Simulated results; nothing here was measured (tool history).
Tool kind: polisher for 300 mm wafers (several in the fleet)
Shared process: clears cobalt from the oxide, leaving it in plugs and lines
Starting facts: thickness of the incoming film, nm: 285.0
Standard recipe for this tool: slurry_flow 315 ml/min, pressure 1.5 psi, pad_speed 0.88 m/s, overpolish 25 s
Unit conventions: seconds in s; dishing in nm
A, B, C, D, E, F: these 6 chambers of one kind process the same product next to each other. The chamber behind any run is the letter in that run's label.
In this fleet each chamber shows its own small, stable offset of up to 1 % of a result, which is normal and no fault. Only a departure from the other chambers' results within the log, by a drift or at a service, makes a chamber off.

run   hour  slurry_flow  pressure  pad_speed  overpolish  seconds  dishing
       6.8  -- chamber F: slurry nozzle cleaned
 1E    9.8          315       1.5       0.88          25   90.379   36.549
      10.8  -- chamber B: slurry nozzle cleaned
 2B   26.1          315       1.5       0.88          25   90.075   36.754
      32.0  -- chamber C: slurry nozzle cleaned
 3F   36.4          315       1.5       0.88          25   90.117   37.714
      36.6  -- chamber C: worn pad replaced by a new one
 4C   47.9          315       1.5       0.88          25   90.416   36.515
 5A   55.3          315       1.5       0.88          25   93.175   35.931
      57.5  -- chamber B: worn pad replaced by a new one
      57.7  -- chamber E: worn pad replaced by a new one
 6D   64.7          315       1.5       0.88          25   92.114   36.004
      65.7  -- chamber D: worn pad replaced by a new one
 7A   73.4          315       1.5       0.88          25   91.732   36.513
 8E   81.7          315       1.5       0.88          25   91.724   35.577
 9F   91.0          315       1.5       0.88          25   88.694   37.856
      92.9  -- chamber A: worn pad replaced by a new one
     104.7  -- chamber F: worn pad replaced by a new one
10D  106.2          315       1.5       0.88          25   90.750   37.106
11C  114.2          315       1.5       0.88          25   93.121   36.867
12B  122.4          315       1.5       0.88          25   92.087   35.409
     128.3  -- chamber E: slurry nozzle cleaned
13C  134.1          315       1.5       0.88          25   90.699   37.016
14B  143.7          315       1.5       0.88          25   90.945   37.347
15D  152.4          315       1.5       0.88          25   90.002   36.414
     156.0  -- chamber B: worn pad replaced by a new one
16A  160.9          315       1.5       0.88          25   91.436   37.041
     167.9  -- chamber C: worn pad replaced by a new one
     173.9  -- chamber D: worn pad replaced by a new one
17F  174.2          315       1.5       0.88          25   89.106   36.734
18E  181.3          315       1.5       0.88          25   91.635   35.848
     184.3  -- chamber B: head pressure recalibrated
     191.4  -- chamber E: worn pad replaced by a new one
19C  194.3          315       1.5       0.88          25   90.758   35.884
20D  202.6          315       1.5       0.88          25   89.156   37.391
21B  215.8          315       1.5       0.88          25   92.759   36.506
22E  229.7          315       1.5       0.88          25   91.406   37.020
     235.8  -- chamber B: worn pad replaced by a new one
     237.2  -- chamber A: head pressure recalibrated
23F  237.9          315       1.5       0.88          25   90.446   35.963
     243.3  -- chamber F: worn pad replaced by a new one
     249.3  -- chamber A: worn pad replaced by a new one
24A  250.2          315       1.7       0.66          25  110.000   34.243
25D  260.9          315       1.7       0.66          25  105.530   34.661
     270.8  -- chamber D: worn pad replaced by a new one
26E  271.4          315       1.7       0.66          25  105.930   33.512
27A  282.3          315       1.7       0.66          25  107.020   34.460
28B  294.0          315       1.7       0.66          25  107.470   34.239
     301.9  -- chamber B: slurry nozzle cleaned
     302.6  -- chamber C: worn pad replaced by a new one
29C  304.1          315       1.7       0.66          25  106.710   35.762
30F  311.4          315       1.5       0.88          25   90.759   36.850
     318.4  -- chamber C: slurry nozzle cleaned
31F  319.5          315       1.0       0.88          25  133.980   29.601
     321.2  -- chamber B: worn pad replaced by a new one
     323.4  -- chamber E: worn pad replaced by a new one
32A  334.3          315       1.0       0.88          25  136.160   31.112
     345.4  -- chamber A: slurry nozzle cleaned
33D  347.2          315       1.0       0.88          25  135.280   29.826
34E  361.5          315       1.0       0.88          25  134.580   30.964
     364.4  -- chamber D: worn pad replaced by a new one
35C  377.5          315       1.0       0.88          25  136.770   32.158
     383.6  -- chamber A: worn pad replaced by a new one
     383.8  -- chamber D: slurry nozzle cleaned
36B  393.7          315       1.0       0.88          25  136.820   30.529
37B  408.5          315       1.5       0.88          25   92.735   36.175
38A  423.4          315       1.5       0.88          13   91.558   26.940
39D  430.7          315       1.5       0.88          13   91.068   26.515

What goes on in this fleet: one chamber off, a drifting gauge, or nothing beyond the chambers' own small offsets? Name the chamber and the cause, if any.

Beyond each chamber's small constant offset nothing stands out, and the gauge stays steady.

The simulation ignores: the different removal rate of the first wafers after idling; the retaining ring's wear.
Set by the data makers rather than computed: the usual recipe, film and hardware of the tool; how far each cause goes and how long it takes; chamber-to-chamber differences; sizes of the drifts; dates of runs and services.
